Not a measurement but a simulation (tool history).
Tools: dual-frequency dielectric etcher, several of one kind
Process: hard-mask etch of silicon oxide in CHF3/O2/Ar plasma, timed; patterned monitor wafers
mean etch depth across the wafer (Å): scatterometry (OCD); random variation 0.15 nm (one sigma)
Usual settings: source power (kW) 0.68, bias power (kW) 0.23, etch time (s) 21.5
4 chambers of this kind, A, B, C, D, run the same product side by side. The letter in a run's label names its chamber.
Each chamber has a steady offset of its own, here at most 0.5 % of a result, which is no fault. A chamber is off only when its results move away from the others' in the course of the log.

run	hour	source power (kW)	bias power (kW)	etch time (s)	read-back reference wafer on the same gauge, depth_nm	mean etch depth across the wafer (Å)
1B	7.8	0.68	0.23	21.5	42.284	483.13
2A	21.7	0.68	0.23	21.5	42.301	487.32
3C	33.7	0.68	0.23	21.5	42.315	482.91
4D	41.1	0.68	0.23	21.5	42.3	488.88
5A	51.7	0.68	0.23	21.5	42.308	489.1
6D	65.2	0.68	0.23	21.5	42.351	486.21
7C	75	0.68	0.23	21.5	42.311	480.74
8B	87.7	0.68	0.23	16	42.293	358.44
9C	98.4	0.68	0.23	16	42.258	358.95
10A	111	0.68	0.23	16	42.293	361.44
11D	121.4	0.68	0.23	16	42.272	362.34
12B	135.5	0.68	0.23	21.5	42.323	483.85
13D	144.1	0.68	0.23	21.5	42.319	485.53
14B	157.5	0.68	0.23	21.5	42.29	482.75
# hour 166.2: chamber C: wet clean of the chamber
15C	168.8	0.68	0.23	21.5	42.308	479.56
16A	182.2	0.68	0.23	21.5	42.314	488.58
17C	189.7	0.68	0.23	21.5	42.326	481.36
18D	198.7	0.74	0.23	21.5	42.311	499.11
19A	204.9	0.74	0.23	21.5	42.294	505.86
20B	218.4	0.74	0.23	21.5	42.289	499.33
21D	228.5	0.74	0.23	21.5	42.304	503.61
22A	238.4	0.68	0.23	21.5	42.301	493.39
23B	245.4	0.68	0.23	21.5	42.298	481.92
24C	253.8	0.68	0.23	21.5	42.299	482.69
25D	264	0.68	0.23	21.5	42.298	488.37
# hour 264.3: chamber D: wet clean of the chamber
26C	276.9	0.68	0.23	21.5	42.305	484.26
27A	289.3	0.68	0.23	21.5	42.288	492.68
28B	302.4	0.68	0.23	21.5	42.31	483.73
29A	308.7	0.54	0.23	21.5	42.284	455.02
30B	321	0.54	0.23	21.5	42.287	441.71
31D	328.1	0.54	0.23	21.5	42.322	447.6
# hour 337.2: chamber B: wet clean of the chamber
32C	338.9	0.54	0.23	21.5	42.279	443.77
33C	351	0.68	0.23	21.5	42.317	482.74
34B	364.9	0.68	0.23	21.5	42.292	486.21
35D	373.1	0.68	0.23	21.5	42.306	489.39
36A	386.7	0.68	0.23	21.5	42.301	498.6
37A	396.2	0.68	0.23	21.5	42.31	497.64
38D	406.2	0.68	0.23	21.5	42.29	487.47

Is one chamber off against the others, does the gauge drift, or is nothing wrong? If a chamber is off, say which, and what the likeliest cause is.

Chamber A drifts away from the others.
Cause: etch rate over this chamber's usual, % = 2.36.

Here are 4 candidates for chamber A's next run, each the usual settings with a change, their results left as question marks. Which one brings its results back in line with what the others give on the usual settings?
In line means no further than this from the other chambers' mean on the usual settings: mean etch depth across the wafer (Å) 5.4
39A-1	416.4	0.7	0.23	21.5		?
39A-2	416.4	0.69	0.232	22		?
39A-3	416.4	0.67	0.228	21		?
39A-4	416.4	0.67	0.227	21.5		?

The other chambers' mean on the usual settings: mean etch depth across the wafer (Å) 484.39
run	mean etch depth across the wafer (Å)
39A-1	503.37
39A-2	513.83
39A-3	482.18
39A-4	492.91
39A-3 brings the chamber back in line.

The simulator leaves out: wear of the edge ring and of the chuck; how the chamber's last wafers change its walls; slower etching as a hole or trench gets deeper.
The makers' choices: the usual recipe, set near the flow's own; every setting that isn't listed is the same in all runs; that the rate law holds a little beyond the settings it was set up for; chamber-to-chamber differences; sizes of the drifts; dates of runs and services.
